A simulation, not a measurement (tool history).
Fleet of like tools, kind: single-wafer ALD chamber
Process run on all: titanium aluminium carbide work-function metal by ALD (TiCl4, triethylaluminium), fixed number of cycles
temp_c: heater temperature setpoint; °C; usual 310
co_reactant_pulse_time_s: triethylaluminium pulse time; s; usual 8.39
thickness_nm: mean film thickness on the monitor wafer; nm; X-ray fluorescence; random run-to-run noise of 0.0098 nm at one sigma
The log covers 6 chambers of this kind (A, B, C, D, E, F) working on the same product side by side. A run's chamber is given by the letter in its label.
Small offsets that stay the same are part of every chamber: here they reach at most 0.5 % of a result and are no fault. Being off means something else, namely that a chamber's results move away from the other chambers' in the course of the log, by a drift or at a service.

run,hour,temp_c,co_reactant_pulse_time_s,hours since the last thermocouple change,hours since the last triethylaluminium bottle change,"read-back reference wafer on the same gauge, thickness_nm",thickness_nm
1D,7.5,310,8.39,512.6,857.9,1.9200,2.0214
2B,12.7,310,8.39,1874.6,159.9,1.9211,2.0206
3F,21.5,310,8.39,1428.9,305.6,1.9176,2.0355
4C,28.1,310,8.39,710.4,376.6,1.9191,2.0381
5E,32.9,310,8.39,46.3,211.9,1.9174,2.0461
6A,42.0,310,8.39,441.4,2006.8,1.9208,2.0517
7C,47.3,296,8.39,729.6,395.8,1.9221,1.9124
8D,57.5,296,8.39,562.6,907.9,1.9200,1.9143
# hour 62.6: chamber A: triethylaluminium bottle replaced
9B,63.1,296,8.39,1925.0,210.3,1.9202,1.8968
10A,68.8,296,8.39,468.2,6.3,1.9212,1.9393
11F,78.9,296,8.39,1486.3,363.0,1.9189,1.9221
12E,83.8,296,8.39,97.2,262.8,1.9200,1.9251
13A,94.3,310,8.39,493.7,31.8,1.9173,2.0470
14C,102.3,310,8.39,784.6,450.8,1.9218,2.0426
15B,112.8,310,6.45,1974.7,260.0,1.9204,1.8924
16F,118.8,310,6.45,1526.2,402.9,1.9199,1.9139
17D,125.2,310,6.45,630.3,975.6,1.9210,1.9177
18E,130.6,310,6.45,144.0,309.6,1.9186,1.9222
19C,138.2,310,6.45,820.5,486.7,1.9203,1.9216
20D,147.9,310,6.45,653.0,998.3,1.9180,1.9295
# hour 149.3: chamber D: triethylaluminium bottle replaced
21E,153.9,310,8.39,167.3,332.9,1.9202,2.0574
22B,163.1,310,8.39,2025.0,310.3,1.9200,2.0235
23F,172.5,310,8.39,1579.9,456.6,1.9226,2.0312
24A,179.4,310,8.39,578.8,116.9,1.9221,2.0301
25A,186.4,310,8.39,585.8,123.9,1.9208,2.0540
26B,192.5,310,8.39,2054.4,339.7,1.9190,2.0326
27C,202.6,310,8.39,884.9,551.1,1.9195,2.0411
28E,213.3,310,8.39,226.7,392.3,1.9204,2.0408
29F,219.8,310,8.39,1627.2,503.9,1.9208,2.0052
30D,229.7,310,8.39,734.8,80.5,1.9197,2.0088
31C,235.1,310,8.39,917.4,583.6,1.9207,2.0477
32A,239.8,310,8.39,639.2,177.3,1.9205,2.0464
33B,250.6,310,8.39,2112.5,397.8,1.9208,2.0316
34F,256.1,310,8.39,1663.5,540.2,1.9228,1.9874
35E,261.1,310,8.39,274.5,440.1,1.9212,2.0251
36D,267.8,310,8.39,772.9,118.6,1.9201,2.0415
37A,274.3,310,8.39,673.7,211.8,1.9195,2.0286
38E,282.0,310,8.39,295.4,461.0,1.9226,2.0305
39F,289.5,310,8.39,1696.9,573.6,1.9190,1.9776

The same settings go to every chamber for the next run, one line per chamber below. Forecast the results for each:
40A,297.4,298,8.39,,,,?
40B,297.4,298,8.39,,,,?
40C,297.4,298,8.39,,,,?
40D,297.4,298,8.39,,,,?
40E,297.4,298,8.39,,,,?
40F,297.4,298,8.39,,,,?

run,thickness_nm
40A,1.9238
40B,1.9278
40C,1.9404
40D,1.9308
40E,1.9400
40F,1.8576

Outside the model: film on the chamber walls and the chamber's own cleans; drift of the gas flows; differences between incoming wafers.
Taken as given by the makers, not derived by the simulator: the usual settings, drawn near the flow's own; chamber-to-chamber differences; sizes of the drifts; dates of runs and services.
